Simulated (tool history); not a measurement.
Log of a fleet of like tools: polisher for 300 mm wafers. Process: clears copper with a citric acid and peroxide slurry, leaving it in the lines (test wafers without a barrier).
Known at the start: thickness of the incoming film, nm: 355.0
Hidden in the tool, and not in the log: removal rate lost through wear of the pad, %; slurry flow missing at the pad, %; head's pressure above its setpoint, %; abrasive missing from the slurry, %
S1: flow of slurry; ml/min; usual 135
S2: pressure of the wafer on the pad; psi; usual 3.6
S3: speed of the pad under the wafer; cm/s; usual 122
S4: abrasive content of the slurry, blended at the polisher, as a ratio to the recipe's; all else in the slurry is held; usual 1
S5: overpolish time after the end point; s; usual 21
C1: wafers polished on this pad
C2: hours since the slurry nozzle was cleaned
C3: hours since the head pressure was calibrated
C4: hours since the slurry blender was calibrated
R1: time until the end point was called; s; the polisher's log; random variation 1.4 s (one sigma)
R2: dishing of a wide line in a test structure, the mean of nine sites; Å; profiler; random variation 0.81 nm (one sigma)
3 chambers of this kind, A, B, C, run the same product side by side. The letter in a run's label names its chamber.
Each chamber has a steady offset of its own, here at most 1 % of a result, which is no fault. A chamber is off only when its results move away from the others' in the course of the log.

| run | day | S1 | S2 | S3 | S4 | S5 | C1 | C2 | C3 | C4 | R1 | R2 |
|---|---|---|---|---|---|---|---|---|---|---|---|---|
| 1C | 0.433 | 135 | 3.6 | 122 | 1 | 21 | 385 | 146.3 | 29.3 | 23.9 | 103.610 | 407.53 |
| 2A | 0.796 | 135 | 3.6 | 122 | 1 | 21 | 128 | 500.0 | 1241.1 | 231.6 | 105.190 | 406.29 |
| 3B | 1.212 | 135 | 3.6 | 122 | 1 | 21 | 339 | 237.5 | 643.3 | 216.6 | 107.960 | 414.68 |
|  | 1.554 | chamber C: worn pad replaced by a new one |
| 4B | 1.654 | 135 | 3.6 | 122 | 1 | 21 | 393 | 248.1 | 653.9 | 227.2 | 104.120 | 418.18 |
| 5C | 2.129 | 135 | 3.6 | 122 | 1 | 21 | 70 | 187.0 | 70.0 | 64.6 | 103.650 | 402.30 |
| 6A | 2.617 | 135 | 3.6 | 122 | 1 | 21 | 352 | 543.7 | 1284.8 | 275.3 | 103.470 | 417.27 |
|  | 2.896 | chamber B: worn pad replaced by a new one |
| 7C | 2.942 | 135 | 3.6 | 122 | 1 | 21 | 170 | 206.5 | 89.5 | 84.1 | 103.060 | 406.89 |
|  | 3.129 | chamber A: slurry blender recalibrated |
| 8A | 3.383 | 135 | 3.6 | 122 | 1 | 21 | 446 | 562.1 | 1303.2 | 6.1 | 105.180 | 418.53 |
| 9B | 3.783 | 135 | 3.6 | 122 | 1 | 21 | 109 | 299.2 | 705.0 | 278.3 | 103.770 | 402.27 |
| 10A | 4.392 | 135 | 3.6 | 122 | 1 | 21 | 571 | 586.3 | 1327.4 | 30.3 | 103.710 | 413.19 |
|  | 4.617 | chamber A: slurry nozzle cleaned |
| 11C | 4.683 | 135 | 3.6 | 122 | 1 | 21 | 385 | 248.3 | 131.3 | 125.9 | 104.120 | 404.88 |
| 12B | 5.179 | 135 | 3.6 | 122 | 1 | 21 | 281 | 332.7 | 738.5 | 311.8 | 105.190 | 418.13 |
|  | 5.583 | chamber A: head pressure recalibrated |
| 13C | 5.708 | 135 | 3.6 | 122 | 1 | 21 | 511 | 272.9 | 155.9 | 150.5 | 107.840 | 412.16 |
|  | 5.925 | chamber C: worn pad replaced by a new one |
| 14B | 6.096 | 135 | 3.6 | 122 | 1 | 21 | 394 | 354.7 | 760.5 | 333.8 | 106.200 | 412.59 |
|  | 6.496 | chamber C: slurry nozzle cleaned |
| 15A | 6.596 | 135 | 3.6 | 122 | 1 | 21 | 842 | 47.6 | 24.3 | 83.2 | 103.830 | 414.15 |
| 16A | 7.225 | 110 | 4.2 | 122 | 1 | 21 | 919 | 62.7 | 39.4 | 98.3 | 93.243 | 430.06 |
|  | 7.404 | chamber B: worn pad replaced by a new one |
| 17B | 7.838 | 110 | 4.2 | 122 | 1 | 21 | 53 | 396.5 | 802.3 | 375.6 | 96.085 | 448.29 |
|  | 8.283 | chamber A: worn pad replaced by a new one |
| 18C | 8.308 | 110 | 4.2 | 122 | 1 | 21 | 293 | 43.6 | 218.3 | 212.9 | 95.184 | 455.52 |
| 19C | 8.700 | 135 | 3.6 | 122 | 1 | 21 | 342 | 53.0 | 227.7 | 222.3 | 104.680 | 415.25 |
| 20A | 9.350 | 135 | 3.6 | 122 | 1 | 21 | 131 | 113.7 | 90.4 | 149.3 | 103.790 | 420.10 |
| 21B | 9.817 | 135 | 3.6 | 122 | 1 | 21 | 297 | 444.0 | 849.8 | 423.1 | 106.470 | 401.71 |
| 22A | 10.329 | 135 | 3.6 | 122 | 1 | 21 | 252 | 137.2 | 113.9 | 172.8 | 103.320 | 413.74 |
|  | 10.450 | chamber C: worn pad replaced by a new one |
| 23B | 10.912 | 135 | 3.6 | 122 | 1 | 21 | 431 | 470.3 | 876.1 | 449.4 | 103.270 | 418.42 |
| 24C | 11.279 | 135 | 3.6 | 122 | 1 | 21 | 102 | 114.9 | 289.6 | 284.2 | 105.060 | 413.26 |
| 25C | 11.692 | 135 | 3.6 | 148 | 1 | 21 | 153 | 124.8 | 299.5 | 294.1 | 85.595 | 446.35 |
|  | 11.958 | chamber B: slurry blender recalibrated |
| 26A | 12.012 | 135 | 3.6 | 148 | 1 | 21 | 459 | 177.6 | 154.3 | 213.2 | 85.296 | 467.11 |
|  | 12.196 | chamber B: worn pad replaced by a new one |
| 27B | 12.308 | 135 | 3.6 | 148 | 1 | 21 | 14 | 503.8 | 909.6 | 8.4 | 85.637 | 454.62 |
| 28C | 12.788 | 135 | 4.7 | 152 | 1 | 21 | 288 | 151.1 | 325.8 | 320.4 | 64.739 | 553.84 |
|  | 12.850 | chamber C: head pressure recalibrated |
| 29B | 13.112 | 135 | 4.7 | 152 | 1 | 21 | 113 | 523.1 | 928.9 | 27.7 | 64.532 | 571.78 |
| 30A | 13.696 | 135 | 4.7 | 152 | 1 | 21 | 666 | 218.0 | 194.7 | 253.6 | 65.629 | 557.73 |
| 31B | 14.308 | 135 | 3.6 | 106 | 1 | 14 | 260 | 551.8 | 957.6 | 56.4 | 121.820 | 282.77 |
|  | 14.312 | chamber C: worn pad replaced by a new one |
| 32C | 14.792 | 135 | 3.6 | 106 | 1 | 14 | 59 | 199.2 | 46.6 | 368.5 | 118.170 | 266.44 |

Is one chamber off against the others, does the gauge drift, or is nothing wrong? If a chamber is off, say which, and what the likeliest cause is.

No chamber stands off beyond its own small offset, and the gauge holds steady.

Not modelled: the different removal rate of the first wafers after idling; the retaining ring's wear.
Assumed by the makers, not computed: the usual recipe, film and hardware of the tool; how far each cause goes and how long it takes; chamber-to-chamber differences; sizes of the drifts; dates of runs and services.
